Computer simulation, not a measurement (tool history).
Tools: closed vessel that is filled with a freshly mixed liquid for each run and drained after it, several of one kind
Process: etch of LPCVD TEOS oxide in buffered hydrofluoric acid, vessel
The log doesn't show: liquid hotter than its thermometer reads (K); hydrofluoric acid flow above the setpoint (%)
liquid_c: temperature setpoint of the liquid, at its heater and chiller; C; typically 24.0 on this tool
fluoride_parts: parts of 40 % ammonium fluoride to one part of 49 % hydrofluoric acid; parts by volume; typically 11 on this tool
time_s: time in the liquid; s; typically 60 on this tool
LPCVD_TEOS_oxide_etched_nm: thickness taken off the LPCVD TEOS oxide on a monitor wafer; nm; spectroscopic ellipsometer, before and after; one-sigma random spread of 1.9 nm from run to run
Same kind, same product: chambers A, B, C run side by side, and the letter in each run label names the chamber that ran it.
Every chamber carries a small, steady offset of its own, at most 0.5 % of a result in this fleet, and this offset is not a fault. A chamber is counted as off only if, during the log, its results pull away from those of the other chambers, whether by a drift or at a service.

run,hour,liquid_c,fluoride_parts,time_s,hours since the thermometer was replaced,hours since the hydrofluoric acid flow meter was replaced,"read-back film thickness of the LPCVD TEOS oxide reference wafer, read on the same gauge (nm)",LPCVD_TEOS_oxide_etched_nm
1B,8.1,24.0,11,60,1237.5,17.3,140.00,235.01
2A,17.3,24.0,11,60,1362.5,459.1,140.01,238.02
3C,26.4,24.0,11,60,902.9,165.3,140.01,236.12
4A,34.7,24.0,11,60,1379.9,476.5,139.98,237.08
5B,45.6,24.0,11,60,1275.0,54.8,140.00,235.43
# hour 47.9: chamber A: thermometer replaced
6C,57.5,20.5,11,90,934.0,196.4,139.99,294.83
7B,65.7,20.5,11,90,1295.1,74.9,139.98,295.96
8C,78.2,20.5,11,90,954.7,217.1,139.99,292.44
9A,89.4,24.0,11,60,41.5,531.2,140.03,237.94
10A,101.9,24.0,11,60,54.0,543.7,140.02,238.47
11C,113.3,24.0,11,60,989.8,252.2,140.02,235.03
12B,124.2,24.0,11,60,1353.6,133.4,140.04,239.29
13C,131.6,24.0,11,60,1008.1,270.5,139.98,232.49
14A,142.4,24.0,11,60,94.5,584.2,139.96,235.96
15B,156.9,24.0,11,60,1386.3,166.1,140.01,239.46
16A,165.3,20.0,11,60,117.4,607.1,139.99,190.31
17B,179.2,20.0,11,60,1408.6,188.4,140.02,189.99
18C,192.5,20.0,11,60,1069.0,331.4,139.99,187.45
19B,204.1,24.0,11,30,1433.5,213.3,139.95,119.77
20A,213.3,24.0,11,30,165.4,655.1,140.03,120.60
21C,219.8,24.0,11,30,1096.3,358.7,140.01,118.10
# hour 228.8: chamber B: thermometer replaced
22A,234.2,24.0,11,60,186.3,676.0,140.01,235.23
23C,244.1,28.0,11,80,1120.6,383.0,139.97,389.44
24B,253.1,28.0,11,80,24.3,262.3,140.02,386.87
25B,266.5,28.0,11,80,37.7,275.7,140.04,392.00
# hour 271.0: chamber C: thermometer replaced
26A,278.2,24.0,11,60,230.3,720.0,139.97,239.15
27C,288.2,24.0,11,60,17.3,427.1,140.02,232.44
28B,297.2,24.0,11,60,68.4,306.4,140.00,235.34
29C,304.6,24.0,11,60,33.7,443.5,140.05,231.33
30A,314.1,24.0,11,60,266.2,755.9,139.97,239.47
# hour 320.6: chamber C: hydrofluoric acid flow meter replaced
31A,328.0,24.0,11,60,280.1,769.8,139.99,236.28
32C,336.3,24.0,11,60,65.4,15.8,139.98,236.08
33B,342.8,21.0,8,60,114.0,352.0,140.02,263.60
34C,352.7,21.0,8,60,81.8,32.2,139.97,268.04
35B,366.0,21.0,8,60,137.2,375.2,140.03,266.78
36A,375.8,24.0,11,60,327.9,817.6,140.00,237.50
37A,389.2,24.0,11,60,341.3,831.0,139.94,232.77
38C,400.1,24.0,11,60,129.2,79.6,139.96,234.66

Next, all 3 chambers run the settings below, one line each with question marks for the results. What does each chamber give?
39A,410.5,24.0,11,60,,,,?
39B,410.5,24.0,11,60,,,,?
39C,410.5,24.0,11,60,,,,?

run,LPCVD_TEOS_oxide_etched_nm
39A,238.05
39B,236.53
39C,234.04
